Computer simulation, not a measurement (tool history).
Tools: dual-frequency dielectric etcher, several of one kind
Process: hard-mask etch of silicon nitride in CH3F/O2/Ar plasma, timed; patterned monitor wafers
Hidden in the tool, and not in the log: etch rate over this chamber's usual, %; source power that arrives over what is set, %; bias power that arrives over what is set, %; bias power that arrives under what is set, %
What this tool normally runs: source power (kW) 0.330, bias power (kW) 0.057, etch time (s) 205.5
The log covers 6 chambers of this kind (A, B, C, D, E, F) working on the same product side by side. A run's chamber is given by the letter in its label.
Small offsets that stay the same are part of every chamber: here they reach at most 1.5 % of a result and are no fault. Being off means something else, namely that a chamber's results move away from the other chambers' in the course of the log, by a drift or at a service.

run   hour  source power (kW)  bias power (kW)  etch time (s)  hours since the last wet clean  hours since the last source power generator calibration  hours since the last bias power generator calibration  read-back reference wafer on the same gauge, depth_nm  mean etch depth across the wafer (angstrom)
       1.3  -- chamber B: wet clean of the chamber
 1D    9.0              0.330            0.057          205.5                           144.0                                                   2540.4                                                 3402.6                                                 101.01                                      1224.10
 2E   25.2              0.330            0.057          205.5                            87.3                                                   4494.9                                                  815.0                                                 101.00                                      1241.50
 3C   41.1              0.330            0.057          205.5                           374.2                                                   1002.7                                                  773.1                                                 100.99                                      1226.70
 4F   48.6              0.330            0.057          205.5                           376.0                                                   3781.2                                                 3583.9                                                 100.99                                      1222.20
 5B   58.6              0.330            0.057          205.5                            57.3                                                   1904.1                                                  288.2                                                 100.95                                      1242.80
 6A   73.5              0.350            0.057          205.5                           175.3                                                   1397.3                                                 1025.9                                                 100.97                                      1257.20
 7E   83.2              0.350            0.057          205.5                           145.3                                                   4552.9                                                  873.0                                                 100.96                                      1258.50
 8D   98.1              0.350            0.057          205.5                           233.1                                                   2629.5                                                 3491.7                                                 100.98                                      1252.60
 9A  110.8              0.350            0.057          205.5                           212.6                                                   1434.6                                                 1063.2                                                 101.00                                      1252.00
     118.4  -- chamber D: bias power generator calibrated
10B  121.3              0.350            0.057          205.5                           120.0                                                   1966.8                                                  350.9                                                 101.00                                      1267.10
11F  134.9              0.350            0.057          205.5                           462.3                                                   3867.5                                                 3670.2                                                 100.98                                      1250.60
12C  146.7              0.330            0.057          205.5                           479.8                                                   1108.3                                                  878.7                                                 100.95                                      1225.40
13A  159.1              0.330            0.045          176.5                           260.9                                                   1482.9                                                 1111.5                                                 101.07                                       984.37
14B  168.3              0.330            0.045          176.5                           167.0                                                   2013.8                                                  397.9                                                 100.94                                       990.51
15D  180.2              0.330            0.045          176.5                           315.2                                                   2711.6                                                   61.8                                                 100.99                                       984.32
16F  189.9              0.330            0.045          176.5                           517.3                                                   3922.5                                                 3725.2                                                 101.00                                       966.49
17C  204.8              0.330            0.045          176.5                           537.9                                                   1166.4                                                  936.8                                                 101.05                                       971.01
18E  214.3              0.330            0.045          176.5                           276.4                                                   4684.0                                                 1004.1                                                 101.00                                       983.27
     217.9  -- chamber C: wet clean of the chamber
19D  229.3              0.330            0.057          205.5                           364.3                                                   2760.7                                                  110.9                                                 100.92                                      1235.10
20F  245.3              0.330            0.057          205.5                           572.7                                                   3977.9                                                 3780.6                                                 100.97                                      1218.50
     254.6  -- chamber F: wet clean of the chamber
21A  260.3              0.330            0.057          205.5                           362.1                                                   1584.1                                                 1212.7                                                 101.01                                      1240.50
22C  269.0              0.330            0.057          205.5                            51.2                                                   1230.6                                                 1001.0                                                 100.98                                      1222.00
23E  279.6              0.330            0.057          248.0                           341.7                                                   4749.3                                                 1069.4                                                 101.00                                      1491.80
24B  290.5              0.330            0.057          248.0                           289.2                                                   2136.0                                                  520.1                                                 100.99                                      1486.00
25A  300.3              0.330            0.057          248.0                           402.1                                                   1624.1                                                 1252.7                                                 100.93                                      1497.50
26D  307.6              0.330            0.057          248.0                           442.6                                                   2839.0                                                  189.2                                                 101.01                                      1486.90
27E  315.3              0.330            0.057          248.0                           377.4                                                   4785.0                                                 1105.1                                                 100.94                                      1498.00
28F  324.7              0.330            0.057          248.0                            70.2                                                   4057.3                                                 3860.0                                                 101.06                                      1472.20
29C  337.6              0.330            0.057          205.5                           119.8                                                   1299.2                                                 1069.6                                                 101.04                                      1228.20
30B  351.0              0.330            0.057          205.5                           349.7                                                   2196.5                                                  580.6                                                 101.02                                      1237.10
31B  359.8              0.330            0.057          205.5                           358.5                                                   2205.3                                                  589.4                                                 101.00                                      1245.70
     367.2  -- chamber E: wet clean of the chamber
32F  370.0              0.330            0.057          205.5                           115.5                                                   4102.6                                                 3905.3                                                 101.01                                      1223.30
33E  382.2              0.330            0.057          205.5                            15.1                                                   4851.9                                                 1172.0                                                 100.97                                      1228.00
     390.3  -- chamber D: wet clean of the chamber
34D  390.7              0.330            0.057          205.5                             0.4                                                   2922.1                                                  272.3                                                 101.09                                      1227.50
35C  406.7              0.330            0.057          205.5                           188.9                                                   1368.3                                                 1138.7                                                 101.04                                      1218.90
36A  421.2              0.330            0.057          205.5                           523.0                                                   1745.0                                                 1373.6                                                 101.02                                      1263.70
37D  432.1              0.330            0.057          205.5                            41.8                                                   2963.5                                                  313.7                                                 100.97                                      1227.00
38E  443.3              0.330            0.057          205.5                            76.2                                                   4913.0                                                 1233.1                                                 101.00                                      1236.50

The same settings go to every chamber for the next run, one line per chamber below. Forecast the results for each:
39A  455.1              0.250            0.057          205.5                                                                                                                                                                                                                                                   ?
39B  455.1              0.250            0.057          205.5                                                                                                                                                                                                                                                   ?
39C  455.1              0.250            0.057          205.5                                                                                                                                                                                                                                                   ?
39D  455.1              0.250            0.057          205.5                                                                                                                                                                                                                                                   ?
39E  455.1              0.250            0.057          205.5                                                                                                                                                                                                                                                   ?
39F  455.1              0.250            0.057          205.5                                                                                                                                                                                                                                                   ?

run  mean etch depth across the wafer (angstrom)
39A                                      1133.70
39B                                      1113.10
39C                                      1100.80
39D                                      1108.20
39E                                      1112.90
39F                                      1094.00
